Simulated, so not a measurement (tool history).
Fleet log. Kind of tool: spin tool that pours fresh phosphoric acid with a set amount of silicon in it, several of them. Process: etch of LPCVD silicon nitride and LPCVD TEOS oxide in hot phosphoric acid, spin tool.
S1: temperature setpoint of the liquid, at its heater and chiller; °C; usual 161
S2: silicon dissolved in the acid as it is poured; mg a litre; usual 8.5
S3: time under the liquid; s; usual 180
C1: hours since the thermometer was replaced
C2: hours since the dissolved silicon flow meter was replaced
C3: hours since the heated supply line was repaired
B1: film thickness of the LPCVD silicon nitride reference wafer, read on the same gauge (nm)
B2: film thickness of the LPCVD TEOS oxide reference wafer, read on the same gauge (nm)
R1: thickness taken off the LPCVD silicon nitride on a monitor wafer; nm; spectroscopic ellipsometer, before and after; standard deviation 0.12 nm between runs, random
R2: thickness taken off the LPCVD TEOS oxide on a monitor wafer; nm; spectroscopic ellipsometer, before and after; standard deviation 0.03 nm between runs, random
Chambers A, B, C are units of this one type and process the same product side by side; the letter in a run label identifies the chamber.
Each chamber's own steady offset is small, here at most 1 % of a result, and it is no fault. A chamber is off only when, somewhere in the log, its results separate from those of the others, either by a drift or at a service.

run   hour   S1    S2   S3     C1     C2      C3      B1      B2       R1       R2
 1B    5.4  161   8.5  180  499.5  612.5   292.8  150.01  70.020  16.7310  0.81627
 2C   11.4  161   8.5  180   77.3  719.8  2949.5  149.98  70.016  16.6820  0.81605
 3A   19.4  161   8.5  180  142.1  209.1   819.3  149.99  70.014  16.5310  0.77224
 4B   27.6  161   8.5  180  521.7  634.7   315.0  150.02  69.987  16.4040  0.77520
 5A   35.4  161   3.5  180  158.1  225.1   835.3  149.99  70.014  16.5940  0.95735
 6C   39.7  161   3.5  180  105.6  748.1  2977.8  149.99  69.998  16.6010  0.89372
 7C   46.4  161   3.5  180  112.3  754.8  2984.5  149.98  69.976  16.6710  0.98598
 8A   53.9  161   8.5  180  176.6  243.6   853.8  150.00  69.992  16.5410  0.80783
 9B   59.7  161   8.5  180  553.8  666.8   347.1  150.00  69.958  16.3700  0.76436
10A   65.4  161  11.0  100  188.1  255.1   865.3  150.01  70.025   9.1778  0.42099
11C   72.0  161  11.0  100  137.9  780.4  3010.1  150.01  69.990   9.3031  0.43507
12B   76.2  161  11.0  100  570.3  683.3   363.6  150.01  70.017   9.0091  0.43381
13C   82.0  161   8.5  180  147.9  790.4  3020.1  150.01  70.008  16.5950  0.78037
14B   90.2  161   8.5  180  584.3  697.3   377.6  149.99  69.988  16.2460  0.79658
15A   94.1  161   8.5  180  216.8  283.8   894.0  150.00  69.978  16.5410  0.85471
16A  101.7  161   8.5  180  224.4  291.4   901.6  150.01  69.990  16.5210  0.80819
17C  109.8  161   8.5  180  175.7  818.2  3047.9  149.99  69.983  16.6640  0.74478
18B  116.8  161   8.5  180  610.9  723.9   404.2  150.00  70.003  16.1680  0.78820
19C  123.4  161   8.5  180  189.3  831.8  3061.5  150.00  69.994  16.7570  0.81522
20B  131.6  161   8.5  180  625.7  738.7   419.0  149.99  69.983  16.1870  0.75827
21A  137.4  161   8.5  180  260.1  327.1   937.3  149.99  69.982  16.7620  0.81247
22B  142.4  161   8.5  180  636.5  749.5   429.8  150.00  70.038  16.0030  0.75811
23C  147.9  161   8.5  180  213.8  856.3  3086.0  150.00  70.015  16.6880  0.76665
24A  154.3  159  12.0  180  277.0  344.0   954.2  150.00  70.020  15.5410  0.63824
25C  160.1  159  12.0  180  226.0  868.5  3098.2  150.00  70.010  15.5750  0.63725
26B  166.4  159  12.0  180  660.5  773.5   453.8  149.98  69.997  14.7760  0.61080
27A  171.0  161   3.5  180  293.7  360.7   970.9  150.01  70.004  16.5370  0.87937
28C  177.6  161   3.5  180  243.5  886.0  3115.7  150.01  70.009  16.6540  0.97003
29A  185.1  161   3.5  180  307.8  374.8   985.0  150.01  69.998  16.5990  0.89261
30B  188.9  161   8.5  180  683.0  796.0   476.3  149.98  69.998  15.7030  0.71689
31C  196.3  161   8.5  180  262.2  904.7  3134.4  150.00  69.986  16.6740  0.86464
32B  203.7  161  14.0  180  697.8  810.8   491.1  150.00  70.007  15.6670  0.67628

Is one chamber out of step, is the gauge drifting, or do the chambers differ by no more than their own small offsets? For an off chamber, give its letter and the likeliest cause.

One chamber, B, drifts off from the rest bit by bit.
Cause: temperature lost on the way to the wafer (K) = 1.65.
Not necessarily distinguishable in this log from: liquid colder than its thermometer reads (K).

Chamber B could run next with any of the 4 candidate recipes listed below; each alters the usual settings, and their results appear as question marks. Which one brings its results back in line with what the other chambers deliver on the usual settings?
In line here means within this much of the mean the other chambers give on the usual settings: R1 0.4000 nm; R2 0.11000 nm
33B-1  209.9  160.0  12.0  170                       ?   ?
33B-2  209.9  160.0  10.5  175                       ?   ?
33B-3  209.9  162.5   5.0  190                       ?   ?
33B-4  209.9  162.0   6.5  185                       ?   ?

The other chambers' mean on the usual settings: R1 16.5950 nm; R2 0.82138 nm
  run       R1       R2
33B-1  14.3410  0.58270
33B-2  14.7630  0.62076
33B-3  17.4530  0.91380
33B-4  16.7120  0.83175
The answer is 33B-4, which returns the chamber to within the allowed miss of the others.

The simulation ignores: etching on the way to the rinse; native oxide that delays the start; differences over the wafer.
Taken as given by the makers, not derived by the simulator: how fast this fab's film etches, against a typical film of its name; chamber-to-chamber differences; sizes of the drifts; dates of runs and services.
